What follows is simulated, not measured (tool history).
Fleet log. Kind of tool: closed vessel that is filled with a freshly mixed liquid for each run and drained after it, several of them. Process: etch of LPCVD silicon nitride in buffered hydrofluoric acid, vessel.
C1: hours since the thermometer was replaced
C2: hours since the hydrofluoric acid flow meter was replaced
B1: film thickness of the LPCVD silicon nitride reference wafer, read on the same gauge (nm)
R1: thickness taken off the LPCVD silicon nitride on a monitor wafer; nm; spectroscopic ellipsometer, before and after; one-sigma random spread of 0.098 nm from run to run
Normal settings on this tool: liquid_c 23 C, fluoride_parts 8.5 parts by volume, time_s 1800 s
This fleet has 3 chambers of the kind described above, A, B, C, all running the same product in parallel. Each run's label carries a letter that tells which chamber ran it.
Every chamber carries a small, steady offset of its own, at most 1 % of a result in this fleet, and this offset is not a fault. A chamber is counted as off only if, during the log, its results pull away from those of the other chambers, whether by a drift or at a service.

run 1B day=0.225 | liquid_c=23 fluoride_parts=8.5 time_s=1800 | C1=509.8 C2=97.7 | B1=110 | R1=26.385
run 2C day=0.421 | liquid_c=23 fluoride_parts=8.5 time_s=1800 | C1=1162.7 C2=1719.8 | B1=110.02 | R1=26.475
run 3A day=0.679 | liquid_c=23 fluoride_parts=8.5 time_s=1800 | C1=2024.5 C2=2000.2 | B1=110.02 | R1=26.355
run 4A day=1.004 | liquid_c=23 fluoride_parts=8.5 time_s=1800 | C1=2032.3 C2=2008 | B1=110.01 | R1=26.106
-- day=1.033 chamber C: hydrofluoric acid flow meter replaced
run 5B day=1.2 | liquid_c=23 fluoride_parts=9.5 time_s=1800 | C1=533.2 C2=121.1 | B1=110 | R1=23.936
run 6C day=1.446 | liquid_c=23 fluoride_parts=9.5 time_s=1800 | C1=1187.3 C2=10 | B1=110.01 | R1=23.998
run 7B day=1.696 | liquid_c=23 fluoride_parts=9.5 time_s=1800 | C1=545.1 C2=133 | B1=110.03 | R1=23.933
run 8A day=1.883 | liquid_c=23 fluoride_parts=8.5 time_s=1800 | C1=2053.4 C2=2029.1 | B1=109.99 | R1=26.213
run 9C day=2.217 | liquid_c=23 fluoride_parts=8.5 time_s=1800 | C1=1205.8 C2=28.5 | B1=110.02 | R1=26.424
run 10C day=2.362 | liquid_c=23 fluoride_parts=8.5 time_s=1800 | C1=1209.3 C2=32 | B1=109.98 | R1=26.334
run 11A day=2.508 | liquid_c=23 fluoride_parts=8.5 time_s=1800 | C1=2068.4 C2=2044.1 | B1=110 | R1=26.179
run 12B day=2.8 | liquid_c=23 fluoride_parts=8.5 time_s=1800 | C1=571.6 C2=159.5 | B1=110 | R1=26.574
run 13C day=3.133 | liquid_c=23 fluoride_parts=8.5 time_s=1200 | C1=1227.8 C2=50.5 | B1=110.03 | R1=17.581
run 14B day=3.292 | liquid_c=23 fluoride_parts=8.5 time_s=1200 | C1=583.4 C2=171.3 | B1=109.98 | R1=17.692
run 15A day=3.45 | liquid_c=23 fluoride_parts=8.5 time_s=1200 | C1=2091 C2=2066.7 | B1=109.98 | R1=17.509
run 16A day=3.617 | liquid_c=23 fluoride_parts=8.5 time_s=1800 | C1=2095 C2=2070.7 | B1=109.99 | R1=26.396
run 17C day=3.904 | liquid_c=23 fluoride_parts=8.5 time_s=1800 | C1=1246.3 C2=69 | B1=109.97 | R1=26.212
run 18B day=4.204 | liquid_c=23 fluoride_parts=8.5 time_s=1800 | C1=605.3 C2=193.2 | B1=109.99 | R1=26.622
run 19A day=4.458 | liquid_c=23 fluoride_parts=8.5 time_s=1800 | C1=2115.2 C2=2090.9 | B1=110 | R1=26.219
run 20C day=4.654 | liquid_c=23 fluoride_parts=8.5 time_s=1800 | C1=1264.3 C2=87 | B1=110 | R1=26.322
run 21B day=4.946 | liquid_c=23 fluoride_parts=8.5 time_s=1800 | C1=623.1 C2=211 | B1=109.97 | R1=26.953
run 22A day=5.192 | liquid_c=23 fluoride_parts=8.5 time_s=1800 | C1=2132.8 C2=2108.5 | B1=109.99 | R1=26.191
run 23C day=5.446 | liquid_c=20 fluoride_parts=8.5 time_s=850 | C1=1283.3 C2=106 | B1=109.99 | R1=10.576
run 24B day=5.596 | liquid_c=20 fluoride_parts=8.5 time_s=850 | C1=638.7 C2=226.6 | B1=110.01 | R1=10.724
run 25C day=5.921 | liquid_c=20 fluoride_parts=8.5 time_s=850 | C1=1294.7 C2=117.4 | B1=109.99 | R1=10.506
run 26B day=6.212 | liquid_c=23 fluoride_parts=8.5 time_s=1800 | C1=653.5 C2=241.4 | B1=109.99 | R1=26.937
run 27A day=6.358 | liquid_c=23 fluoride_parts=8.5 time_s=1800 | C1=2160.8 C2=2136.5 | B1=110 | R1=26.187
-- day=6.642 chamber A: thermometer replaced
run 28A day=6.658 | liquid_c=23 fluoride_parts=8.5 time_s=1800 | C1=0.5 C2=2143.7 | B1=109.99 | R1=26.107
run 29B day=6.829 | liquid_c=19.5 fluoride_parts=8.5 time_s=865 | C1=668.3 C2=256.2 | B1=109.99 | R1=10.674
run 30C day=7.117 | liquid_c=19.5 fluoride_parts=8.5 time_s=865 | C1=1323.4 C2=146.1 | B1=109.99 | R1=10.372
run 31A day=7.438 | liquid_c=19.5 fluoride_parts=8.5 time_s=865 | C1=19.2 C2=2162.4 | B1=109.98 | R1=10.427
run 32B day=7.654 | liquid_c=26 fluoride_parts=11 time_s=1800 | C1=688.1 C2=276 | B1=109.98 | R1=25.489
run 33C day=7.883 | liquid_c=26 fluoride_parts=11 time_s=1800 | C1=1341.8 C2=164.5 | B1=109.96 | R1=24.838
run 34B day=8.183 | liquid_c=26 fluoride_parts=11 time_s=1800 | C1=700.8 C2=288.7 | B1=110 | R1=25.418
run 35C day=8.429 | liquid_c=23 fluoride_parts=8.5 time_s=1800 | C1=1354.9 C2=177.6 | B1=110.02 | R1=26.455
run 36A day=8.662 | liquid_c=23 fluoride_parts=8.5 time_s=1800 | C1=48.6 C2=2191.8 | B1=110 | R1=26.255
run 37B day=8.983 | liquid_c=23 fluoride_parts=8.5 time_s=1800 | C1=720 C2=307.9 | B1=110.01 | R1=27.359
run 38C day=9.179 | liquid_c=23 fluoride_parts=8.5 time_s=1800 | C1=1372.9 C2=195.6 | B1=109.99 | R1=26.549
run 39A day=9.396 | liquid_c=23 fluoride_parts=8.5 time_s=1800 | C1=66.2 C2=2209.4 | B1=110.01 | R1=26.219

All chambers now run identical settings, listed one chamber a line with results as question marks. What results will each chamber show?
run 40A day=9.633 | liquid_c=23 fluoride_parts=10 time_s=1800 | R1=?
run 40B day=9.633 | liquid_c=23 fluoride_parts=10 time_s=1800 | R1=?
run 40C day=9.633 | liquid_c=23 fluoride_parts=10 time_s=1800 | R1=?

run=40A R1=23.022
run=40B R1=23.803
run=40C R1=23.209
